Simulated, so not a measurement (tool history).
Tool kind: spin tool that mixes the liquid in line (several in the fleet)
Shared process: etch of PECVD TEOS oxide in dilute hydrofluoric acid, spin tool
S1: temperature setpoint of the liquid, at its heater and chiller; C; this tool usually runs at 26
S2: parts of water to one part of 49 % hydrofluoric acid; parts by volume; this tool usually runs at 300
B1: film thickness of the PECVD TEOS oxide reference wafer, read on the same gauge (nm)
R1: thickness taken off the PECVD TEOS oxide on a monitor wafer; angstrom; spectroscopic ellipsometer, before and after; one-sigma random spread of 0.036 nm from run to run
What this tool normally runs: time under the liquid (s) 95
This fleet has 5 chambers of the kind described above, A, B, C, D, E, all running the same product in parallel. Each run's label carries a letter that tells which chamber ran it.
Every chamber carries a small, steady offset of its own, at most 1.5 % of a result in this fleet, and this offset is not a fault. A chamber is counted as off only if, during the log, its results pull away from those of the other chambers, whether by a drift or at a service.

run 1A day=0.321 | S1=26 S2=300 time_under_the_liquid_(s)=95 | B1=29.992 | R1=49.214
run 2B day=0.704 | S1=26 S2=300 time_under_the_liquid_(s)=95 | B1=29.981 | R1=48.912
run 3E day=0.954 | S1=26 S2=300 time_under_the_liquid_(s)=95 | B1=30.007 | R1=48.713
run 4C day=1.279 | S1=26 S2=300 time_under_the_liquid_(s)=95 | B1=30.026 | R1=48.346
run 5D day=1.654 | S1=26 S2=300 time_under_the_liquid_(s)=95 | B1=30.027 | R1=48.678
run 6E day=1.883 | S1=26 S2=300 time_under_the_liquid_(s)=95 | B1=30.009 | R1=48.222
run 7D day=2.225 | S1=26 S2=160 time_under_the_liquid_(s)=95 | B1=30.007 | R1=105.87
run 8C day=2.542 | S1=26 S2=160 time_under_the_liquid_(s)=95 | B1=30.008 | R1=102.56
run 9A day=2.842 | S1=26 S2=160 time_under_the_liquid_(s)=95 | B1=29.989 | R1=105.35
run 10B day=3.121 | S1=26 S2=160 time_under_the_liquid_(s)=95 | B1=29.968 | R1=108.17
run 11B day=3.458 | S1=26 S2=160 time_under_the_liquid_(s)=95 | B1=30.011 | R1=108.12
run 12C day=3.846 | S1=26 S2=240 time_under_the_liquid_(s)=55 | B1=30.042 | R1=36.431
run 13D day=4.158 | S1=26 S2=240 time_under_the_liquid_(s)=55 | B1=30.003 | R1=37.496
run 14E day=4.429 | S1=26 S2=240 time_under_the_liquid_(s)=55 | B1=30.007 | R1=37.004
run 15A day=4.796 | S1=26 S2=240 time_under_the_liquid_(s)=55 | B1=30.033 | R1=37.628
run 16C day=5.142 | S1=26 S2=240 time_under_the_liquid_(s)=55 | B1=29.995 | R1=35.956
run 17D day=5.433 | S1=26 S2=300 time_under_the_liquid_(s)=95 | B1=29.986 | R1=48.682
run 18A day=5.621 | S1=26 S2=300 time_under_the_liquid_(s)=95 | B1=29.98 | R1=48.852
run 19B day=5.95 | S1=26 S2=300 time_under_the_liquid_(s)=95 | B1=29.985 | R1=49.424
run 20E day=6.146 | S1=26 S2=300 time_under_the_liquid_(s)=95 | B1=30.022 | R1=48.988
run 21C day=6.358 | S1=26 S2=300 time_under_the_liquid_(s)=95 | B1=29.981 | R1=46.328
run 22B day=6.608 | S1=21.5 S2=300 time_under_the_liquid_(s)=130 | B1=29.977 | R1=57.516
run 23A day=6.788 | S1=21.5 S2=300 time_under_the_liquid_(s)=130 | B1=30.017 | R1=57.147
run 24D day=7.079 | S1=21.5 S2=300 time_under_the_liquid_(s)=130 | B1=29.99 | R1=56.652
-- day=7.267 chamber A: hydrofluoric acid flow meter replaced
run 25E day=7.329 | S1=21.5 S2=300 time_under_the_liquid_(s)=130 | B1=29.968 | R1=56.898
run 26D day=7.638 | S1=21.5 S2=300 time_under_the_liquid_(s)=130 | B1=29.99 | R1=57.483
run 27A day=7.838 | S1=26 S2=300 time_under_the_liquid_(s)=95 | B1=29.972 | R1=48.853
run 28C day=8.217 | S1=26 S2=300 time_under_the_liquid_(s)=95 | B1=30.038 | R1=45.854
run 29E day=8.392 | S1=26 S2=300 time_under_the_liquid_(s)=95 | B1=30.022 | R1=48.409
run 30B day=8.729 | S1=26 S2=300 time_under_the_liquid_(s)=95 | B1=30.024 | R1=48.234
run 31E day=8.921 | S1=26 S2=300 time_under_the_liquid_(s)=95 | B1=29.963 | R1=48.721

Does one chamber stand apart from the rest, does the shared gauge drift, or is all well apart from small per-chamber offsets? Give the chamber and the most likely cause, where there is one.

Chamber C drifts away from the others.
Likeliest cause: liquid colder than its thermometer reads (K) = 1.8.
From this log alone, it may not be told apart from: hydrofluoric acid flow below the setpoint (%).

Chamber C could run next with any of the 4 candidate recipes listed below; each alters the usual settings, and their results appear as question marks. Which one brings its results back in line with what the other chambers deliver on the usual settings?
In line here means within this much of the mean the other chambers give on the usual settings: R1 1.3 angstrom
run 32C-1 day=9.2 | S1=26 S2=295 time_under_the_liquid_(s)=95 | R1=?
run 32C-2 day=9.2 | S1=26 S2=295 time_under_the_liquid_(s)=100 | R1=?
run 32C-3 day=9.2 | S1=26 S2=320 time_under_the_liquid_(s)=95 | R1=?
run 32C-4 day=9.2 | S1=26 S2=305 time_under_the_liquid_(s)=95 | R1=?

Usual-settings mean across the other chambers: R1 48.707 angstrom
run=32C-1 R1=46.195
run=32C-2 R1=48.626
run=32C-3 R1=41.629
run=32C-4 R1=44.272
The answer is 32C-2, which returns the chamber to within the allowed miss of the others.
